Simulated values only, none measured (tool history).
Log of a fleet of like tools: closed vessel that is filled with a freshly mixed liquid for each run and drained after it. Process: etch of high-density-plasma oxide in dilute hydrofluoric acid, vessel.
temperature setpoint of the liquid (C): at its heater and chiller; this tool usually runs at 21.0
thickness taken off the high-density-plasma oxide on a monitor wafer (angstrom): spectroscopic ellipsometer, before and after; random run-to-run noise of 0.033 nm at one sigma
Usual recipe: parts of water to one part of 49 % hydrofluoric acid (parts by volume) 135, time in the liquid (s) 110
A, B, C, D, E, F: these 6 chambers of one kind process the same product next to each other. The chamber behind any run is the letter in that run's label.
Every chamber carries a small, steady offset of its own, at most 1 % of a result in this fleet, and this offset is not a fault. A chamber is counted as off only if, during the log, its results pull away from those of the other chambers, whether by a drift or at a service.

run	hour	temperature setpoint of the liquid (C)	parts of water to one part of 49 % hydrofluoric acid (parts by volume)	time in the liquid (s)	read-back film thickness of the high-density-plasma oxide reference wafer, read on the same gauge (nm)	thickness taken off the high-density-plasma oxide on a monitor wafer (angstrom)
1D	5.2	21.0	135	110	109.99	40.723
2B	11.9	21.0	135	110	109.96	40.213
3E	18.8	21.0	135	110	110.00	41.185
4A	28.4	21.0	135	110	109.99	41.773
5F	34.6	21.0	135	110	110.02	41.156
6C	40.6	21.0	135	110	110.03	41.169
7F	48.2	19.0	105	110	109.99	49.607
8B	58.2	19.0	105	110	110.01	49.782
9D	66.0	19.0	105	110	110.03	50.760
10A	76.0	19.0	105	110	110.01	50.880
11C	83.3	19.0	105	110	109.97	50.286
12E	94.0	19.0	105	110	109.95	49.897
13D	99.9	21.0	135	110	110.03	41.170
14A	109.3	17.5	100	110	110.03	50.361
15C	116.6	17.5	100	110	109.98	49.990
16E	126.6	17.5	100	110	110.06	50.102
17B	135.3	17.5	100	110	110.03	48.784
# hour 140.6: chamber E: thermometer replaced
18F	142.1	17.5	100	110	109.96	48.927
19A	153.1	17.5	100	110	110.04	50.944
20F	157.9	21.0	135	110	109.97	40.845
21E	163.0	21.0	135	110	109.99	40.943
22B	171.3	21.0	135	110	110.01	41.039
23C	179.0	21.0	135	110	110.02	40.875
24D	185.4	21.0	75	110	109.98	78.436
25E	191.1	21.0	75	110	109.96	79.621
26B	197.3	21.0	75	110	109.99	78.028
27C	203.5	21.0	75	110	110.02	80.286
28F	212.0	21.0	75	110	110.00	78.251
29A	222.7	21.0	75	110	109.99	80.052
30D	231.0	21.0	135	110	109.92	39.604
31E	241.7	21.0	135	110	110.00	41.765
32C	249.2	21.0	135	110	109.99	41.266
33D	258.6	21.0	135	110	110.00	39.437
34F	267.7	21.0	135	110	110.02	40.219
35B	277.2	21.0	135	110	110.01	40.373
36A	282.8	21.0	135	110	109.96	40.783
37C	291.3	21.0	135	110	109.98	40.513
38E	300.8	21.0	135	110	110.03	41.131
39F	305.7	21.0	135	110	110.02	41.656
40A	315.8	21.0	135	110	110.02	41.226
41D	320.7	21.0	135	110	110.01	39.083
42B	331.3	21.0	135	110	109.94	40.811
43F	340.1	21.0	135	110	110.01	40.475

Does one chamber stand apart from the rest, does the shared gauge drift, or is all well apart from small per-chamber offsets? Give the chamber and the most likely cause, where there is one.

Little by little, chamber D moves away from the other chambers.
Likeliest cause: hydrofluoric acid flow below the setpoint (%) = 4.54.
With only this log, it may be confused with: liquid colder than its thermometer reads (K).

Chamber D could run next with any of the 4 candidate recipes listed below; each alters the usual settings, and their results appear as question marks. Which one brings its results back in line with what the other chambers deliver on the usual settings?
Maximum distance from the other chambers' mean on the usual settings for a result to count as in line: thickness taken off the high-density-plasma oxide on a monitor wafer (angstrom) 1.100
44D-1	348.0	21.0	135	105		?
44D-2	348.0	21.0	130	110		?
44D-3	348.0	21.0	135	100		?
44D-4	348.0	21.5	125	110		?

Mean of the other chambers on the usual settings: thickness taken off the high-density-plasma oxide on a monitor wafer (angstrom) 40.976
run	thickness taken off the high-density-plasma oxide on a monitor wafer (angstrom)
44D-1	37.026
44D-2	40.521
44D-3	35.263
44D-4	43.226
With 44D-2, the chamber falls back in line with the rest.

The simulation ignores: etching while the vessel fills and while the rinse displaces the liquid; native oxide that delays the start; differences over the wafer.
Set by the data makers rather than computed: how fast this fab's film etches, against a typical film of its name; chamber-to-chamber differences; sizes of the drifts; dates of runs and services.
